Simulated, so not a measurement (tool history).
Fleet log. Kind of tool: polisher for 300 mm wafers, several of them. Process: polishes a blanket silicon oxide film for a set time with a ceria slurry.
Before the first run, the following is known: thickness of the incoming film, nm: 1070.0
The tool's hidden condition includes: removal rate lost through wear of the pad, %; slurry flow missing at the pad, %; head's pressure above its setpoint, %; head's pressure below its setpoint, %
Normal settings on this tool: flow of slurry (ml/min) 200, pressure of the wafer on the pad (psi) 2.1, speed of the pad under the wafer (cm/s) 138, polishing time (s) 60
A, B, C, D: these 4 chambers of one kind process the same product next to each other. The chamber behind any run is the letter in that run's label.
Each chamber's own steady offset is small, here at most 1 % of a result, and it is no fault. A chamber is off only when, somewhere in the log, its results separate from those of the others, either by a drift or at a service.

run	day	flow of slurry (ml/min)	pressure of the wafer on the pad (psi)	speed of the pad under the wafer (cm/s)	polishing time (s)	wafers polished on this pad	hours since the slurry nozzle was cleaned	hours since the head pressure was calibrated	film removed (nm)
# day 0.046: chamber C: head pressure recalibrated
1D	0.4	200	2.1	138	60	643	289.9	27.2	201.44
# day 0.583: chamber C: worn pad replaced by a new one
2C	0.588	200	2.1	138	60	1	41.7	13.1	198.42
3B	1	200	2.1	138	60	1112	104.5	427.7	201.11
# day 1.15: chamber A: worn pad replaced by a new one
4A	1.25	200	2.1	138	60	29	243.3	246.9	198.5
5A	1.554	200	2.1	138	60	116	250.6	254.2	199.98
6C	1.838	200	2.1	138	60	361	71.7	43.1	198.5
7B	2.092	200	2.1	138	60	1426	130.7	453.9	200.74
# day 2.1: chamber B: worn pad replaced by a new one
8D	2.279	200	2.1	138	60	1183	335	72.3	201.56
9C	2.617	200	2.1	138	60	584	90.4	61.8	196.93
10B	2.842	200	2.1	138	40	213	148.7	471.9	133.16
# day 2.946: chamber A: worn pad replaced by a new one
11A	3.1	200	2.1	138	40	44	287.7	291.3	135.87
12D	3.396	200	2.1	138	40	1504	361.8	99.1	131.44
13A	3.658	200	2.1	138	40	205	301.1	304.7	133.59
14C	3.912	200	2.1	138	60	957	121.5	92.9	196.44
15D	4.25	200	2.1	138	60	1750	382.3	119.6	203.48
16B	4.462	200	2.1	138	60	679	187.6	510.8	198.44
# day 4.792: chamber A: head pressure recalibrated
17A	4.825	200	2.1	138	60	540	329.1	0.8	198.53
# day 4.933: chamber C: worn pad replaced by a new one
# day 4.938: chamber A: worn pad replaced by a new one
18D	5.075	200	2.1	138	60	1987	402.1	139.4	198
19B	5.379	200	2.1	138	60	942	209.6	532.8	200.71
20C	5.658	200	2.1	138	67	208	163.4	134.8	220.98
21C	6.067	200	2.1	138	67	325	173.2	144.6	222.54
22B	6.317	200	2.1	138	67	1211	232.1	555.3	223.36
# day 6.442: chamber B: worn pad replaced by a new one
23A	6.733	200	2.1	138	67	515	374.9	46.6	227.92
24D	6.962	200	2.1	138	60	2529	447.4	184.7	193.29
# day 7.058: chamber A: worn pad replaced by a new one
25D	7.15	200	2.1	138	60	2583	451.9	189.2	193.38
26B	7.45	200	2.1	138	60	290	259.3	582.5	198.45
27A	7.796	200	2.1	138	60	212	400.4	72.1	201.39
28C	8.112	200	2.1	138	60	913	222.3	193.7	201.92
29C	8.346	200	2.1	138	60	980	227.9	199.3	197.63
30D	8.588	200	2.1	138	60	2996	486.4	223.7	191.24
31B	8.825	200	2.1	138	60	685	292.3	615.5	197.36
32A	9.012	200	2.1	138	60	561	429.6	101.3	198.6
# day 9.142: chamber C: worn pad replaced by a new one
33B	9.196	200	2.1	138	60	792	301.2	624.4	201.83
# day 9.275: chamber A: worn pad replaced by a new one
34C	9.538	200	2.1	138	60	113	256.5	227.9	200.51
35D	9.871	200	2.1	138	60	3364	517.2	254.5	182.78
36A	10.108	200	2.1	138	60	240	455.9	127.6	198.04
37C	10.3	200	2.1	138	60	332	274.8	246.2	200.5

Which is it: a chamber that has drifted or been left off by a service, a gauge drift common to all chambers, or only each chamber's usual small offset? If a chamber is off, name it and its likeliest cause.

Chamber D drifts away from the others.
Likeliest cause: removal rate lost through wear of the pad, % = 10.6.
The log may not separate it from: head's pressure below its setpoint, %.

Below are 4 candidate recipes for chamber D's next run, each the usual settings with a change, their results shown as question marks. Which of them brings D's results back in line with what the other chambers give on the usual settings?
In-line tolerance around the mean of the other chambers on the usual settings: film removed (nm) 7.1
38D-1	10.6	205	2.1	152	60				?
38D-2	10.6	195	2.1	114	60				?
38D-3	10.6	200	2	134	58				?
38D-4	10.6	205	2.1	152	66				?

On the usual settings, the other chambers give on average: film removed (nm) 200.37
run	film removed (nm)
38D-1	198.43
38D-2	148.06
38D-3	160.55
38D-4	218.27
38D-1 is the one that brings the chamber's results back in line with the other chambers.

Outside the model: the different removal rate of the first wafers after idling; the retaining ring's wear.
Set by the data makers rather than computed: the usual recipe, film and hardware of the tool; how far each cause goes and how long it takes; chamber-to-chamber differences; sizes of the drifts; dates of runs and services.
